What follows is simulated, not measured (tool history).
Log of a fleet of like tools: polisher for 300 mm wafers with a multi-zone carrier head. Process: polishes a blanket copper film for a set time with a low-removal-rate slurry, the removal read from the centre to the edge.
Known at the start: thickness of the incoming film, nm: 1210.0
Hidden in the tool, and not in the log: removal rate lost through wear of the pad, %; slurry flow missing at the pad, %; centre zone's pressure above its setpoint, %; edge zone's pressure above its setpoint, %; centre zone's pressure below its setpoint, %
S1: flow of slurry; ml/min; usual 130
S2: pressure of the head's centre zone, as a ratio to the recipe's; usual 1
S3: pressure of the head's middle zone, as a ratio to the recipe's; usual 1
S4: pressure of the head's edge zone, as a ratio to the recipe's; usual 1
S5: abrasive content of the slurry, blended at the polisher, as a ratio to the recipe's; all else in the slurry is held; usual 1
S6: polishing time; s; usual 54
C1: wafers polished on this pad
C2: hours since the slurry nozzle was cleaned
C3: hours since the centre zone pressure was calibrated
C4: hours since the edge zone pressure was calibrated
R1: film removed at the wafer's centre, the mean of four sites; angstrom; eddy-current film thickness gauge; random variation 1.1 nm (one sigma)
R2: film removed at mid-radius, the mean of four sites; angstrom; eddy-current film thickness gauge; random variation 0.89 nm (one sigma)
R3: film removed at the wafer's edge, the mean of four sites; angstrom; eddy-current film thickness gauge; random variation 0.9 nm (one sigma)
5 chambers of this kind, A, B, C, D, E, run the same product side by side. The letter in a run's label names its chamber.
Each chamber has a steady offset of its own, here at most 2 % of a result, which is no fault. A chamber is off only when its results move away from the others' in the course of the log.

At day 0.188: chamber B: worn pad replaced by a new one.
Run 1A, day 0.204: usual settings; C1 53; C2 199.2; C3 339; C4 57.6. Result: R1 1104.1 angstrom, R2 1101.4 angstrom, R3 1110.3 angstrom.
Run 2B, day 0.421: usual settings; C1 61; C2 414.4; C3 173.8; C4 1446.6. Result: R1 1121.4 angstrom, R2 1090.3 angstrom, R3 1104.9 angstrom.
Run 3E, day 0.579: usual settings; C1 354; C2 58.3; C3 300.1; C4 611.1. Result: R1 1096.5 angstrom, R2 1129.4 angstrom, R3 1116.1 angstrom.
At day 0.604: chamber C: slurry nozzle cleaned.
Run 4D, day 0.733: usual settings; C1 552; C2 657.2; C3 1181; C4 487. Result: R1 1132.7 angstrom, R2 1127.8 angstrom, R3 1106.6 angstrom.
Run 5C, day 0.992: usual settings; C1 818; C2 9.4; C3 640.6; C4 347.3. Result: R1 1116.3 angstrom, R2 1114.2 angstrom, R3 1132.3 angstrom.
At day 1.158: chamber E: centre zone pressure recalibrated.
Run 6B, day 1.2: usual settings; C1 263; C2 433.1; C3 192.5; C4 1465.3. Result: R1 1114.3 angstrom, R2 1111.7 angstrom, R3 1098.8 angstrom.
Run 7E, day 1.396: usual settings; C1 566; C2 77.9; C3 5.8; C4 630.7. Result: R1 1136.1 angstrom, R2 1109.8 angstrom, R3 1115.2 angstrom.
Run 8A, day 1.667: usual settings; C1 433; C2 234.3; C3 374.1; C4 92.7. Result: R1 1102.1 angstrom, R2 1111 angstrom, R3 1122.5 angstrom.
Run 9D, day 1.812: usual settings but S1 145 ml/min; C1 832; C2 683.1; C3 1206.9; C4 512.9. Result: R1 1153.5 angstrom, R2 1146.4 angstrom, R3 1133.2 angstrom.
At day 1.838: chamber C: worn pad replaced by a new one.
At day 1.925: chamber A: worn pad replaced by a new one.
At day 2.029: chamber A: slurry nozzle cleaned.
Run 10C, day 2.054: usual settings but S1 145 ml/min; C1 56; C2 34.9; C3 666.1; C4 372.8. Result: R1 1129.9 angstrom, R2 1140.1 angstrom, R3 1127 angstrom.
Run 11D, day 2.288: usual settings but S1 145 ml/min; C1 955; C2 694.5; C3 1218.3; C4 524.3. Result: R1 1145.3 angstrom, R2 1144.3 angstrom, R3 1129.7 angstrom.
At day 2.458: chamber B: edge zone pressure recalibrated.
Run 12E, day 2.471: usual settings but S1 145 ml/min; C1 845; C2 103.7; C3 31.6; C4 656.5. Result: R1 1145.7 angstrom, R2 1135.8 angstrom, R3 1119.7 angstrom.
At day 2.617: chamber D: centre zone pressure recalibrated.
Run 13B, day 2.642: usual settings but S1 145 ml/min; C1 636; C2 467.7; C3 227.1; C4 4.5. Result: R1 1137 angstrom, R2 1134.2 angstrom, R3 1139.3 angstrom.
Run 14A, day 2.808: usual settings; C1 229; C2 18.7; C3 401.5; C4 120.1. Result: R1 1119.9 angstrom, R2 1095.7 angstrom, R3 1112.3 angstrom.
Run 15C, day 3.112: usual settings; C1 331; C2 60.3; C3 691.5; C4 398.2. Result: R1 1096.9 angstrom, R2 1113.8 angstrom, R3 1108.5 angstrom.
At day 3.196: chamber D: worn pad replaced by a new one.
Run 16A, day 3.283: usual settings; C1 353; C2 30.1; C3 412.9; C4 131.5. Result: R1 1125.8 angstrom, R2 1096.6 angstrom, R3 1126.3 angstrom.
Run 17D, day 3.558: usual settings; C1 94; C2 725; C3 22.6; C4 554.8. Result: R1 1100.9 angstrom, R2 1113.8 angstrom, R3 1110.2 angstrom.
At day 3.625: chamber B: worn pad replaced by a new one.
Run 18E, day 3.862: usual settings but S5 0.8; C1 1205; C2 137.1; C3 65; C4 689.9. Result: R1 1041.4 angstrom, R2 1044.6 angstrom, R3 1044.5 angstrom.
At day 4.079: chamber A: worn pad replaced by a new one.
Run 19C, day 4.117: usual settings but S5 0.8; C1 591; C2 84.4; C3 715.6; C4 422.3. Result: R1 1057.9 angstrom, R2 1061.2 angstrom, R3 1056.8 angstrom.
At day 4.217: chamber A: centre zone pressure recalibrated.
Run 20B, day 4.262: usual settings but S5 0.8; C1 165; C2 506.6; C3 266; C4 43.4. Result: R1 1060 angstrom, R2 1049 angstrom, R3 1057.4 angstrom.
At day 4.375: chamber B: slurry nozzle cleaned.
Run 21E, day 4.579: usual settings but S5 0.8; C1 1391; C2 154.3; C3 82.2; C4 707.1. Result: R1 1032.8 angstrom, R2 1043.1 angstrom, R3 1036 angstrom.
Run 22C, day 4.792: usual settings but S5 0.8; C1 766; C2 100.6; C3 731.8; C4 438.5. Result: R1 1069.6 angstrom, R2 1067.7 angstrom, R3 1066.5 angstrom.
Run 23D, day 5.058: usual settings; C1 483; C2 761; C3 58.6; C4 590.8. Result: R1 1115.2 angstrom, R2 1117.9 angstrom, R3 1106.3 angstrom.
Run 24A, day 5.221: usual settings; C1 296; C2 76.6; C3 24.1; C4 178. Result: R1 1107.3 angstrom, R2 1102.9 angstrom, R3 1126.5 angstrom.
At day 5.242: chamber C: worn pad replaced by a new one.
Run 25B, day 5.371: usual settings; C1 452; C2 23.9; C3 292.6; C4 70. Result: R1 1131.1 angstrom, R2 1118.9 angstrom, R3 1107.9 angstrom.
Run 26C, day 5.646: usual settings; C1 105; C2 121.1; C3 752.3; C4 459. Result: R1 1126.9 angstrom, R2 1108 angstrom, R3 1112 angstrom.
Run 27D, day 5.883: usual settings; C1 697; C2 780.8; C3 78.4; C4 610.6. Result: R1 1123.8 angstrom, R2 1113.2 angstrom, R3 1118.8 angstrom.
At day 5.942: chamber A: worn pad replaced by a new one.
Run 28A, day 6.042: usual settings; C1 25; C2 96.3; C3 43.8; C4 197.7. Result: R1 1098.3 angstrom, R2 1116.1 angstrom, R3 1117.7 angstrom.
Run 29B, day 6.329: usual settings but S2 1.06; C1 701; C2 46.9; C3 315.6; C4 93. Result: R1 1161.7 angstrom, R2 1100.6 angstrom, R3 1134 angstrom.
Run 30E, day 6.575: usual settings but S2 1.06; C1 1909; C2 202.2; C3 130.1; C4 755. Result: R1 1104.8 angstrom, R2 1057.2 angstrom, R3 1032.5 angstrom.
Run 31E, day 6.779: usual settings but S2 1.06; C1 1962; C2 207.1; C3 135; C4 759.9. Result: R1 1119.5 angstrom, R2 1059.4 angstrom, R3 1045.9 angstrom.
Run 32B, day 6.979: usual settings but S2 1.06; C1 869; C2 62.5; C3 331.2; C4 108.6. Result: R1 1178.7 angstrom, R2 1109.8 angstrom, R3 1101.3 angstrom.
Run 33A, day 7.3: usual settings but S2 1.06; C1 352; C2 126.5; C3 74; C4 227.9. Result: R1 1178.2 angstrom, R2 1108.1 angstrom, R3 1110.7 angstrom.
Run 34C, day 7.579: usual settings; C1 606; C2 167.5; C3 798.7; C4 505.4. Result: R1 1120.4 angstrom, R2 1106.1 angstrom, R3 1125.2 angstrom.

All 5 chambers run these settings next. Forecast each chamber's results:
Run 35A, day 7.808: usual settings but S1 90 ml/min. Result: R1 ?, R2 ?, R3 ?.
Run 35B, day 7.808: usual settings but S1 90 ml/min. Result: R1 ?, R2 ?, R3 ?.
Run 35C, day 7.808: usual settings but S1 90 ml/min. Result: R1 ?, R2 ?, R3 ?.
Run 35D, day 7.808: usual settings but S1 90 ml/min. Result: R1 ?, R2 ?, R3 ?.
Run 35E, day 7.808: usual settings but S1 90 ml/min. Result: R1 ?, R2 ?, R3 ?.

run      R1      R2      R3
35A  980.95  1008.1  1046.2
35B  1005.1  1008.6  1031.8
35C  1006.3  1003.6  1045.5
35D  1007.8  1028.2    1048
35E  937.63  956.93  981.45

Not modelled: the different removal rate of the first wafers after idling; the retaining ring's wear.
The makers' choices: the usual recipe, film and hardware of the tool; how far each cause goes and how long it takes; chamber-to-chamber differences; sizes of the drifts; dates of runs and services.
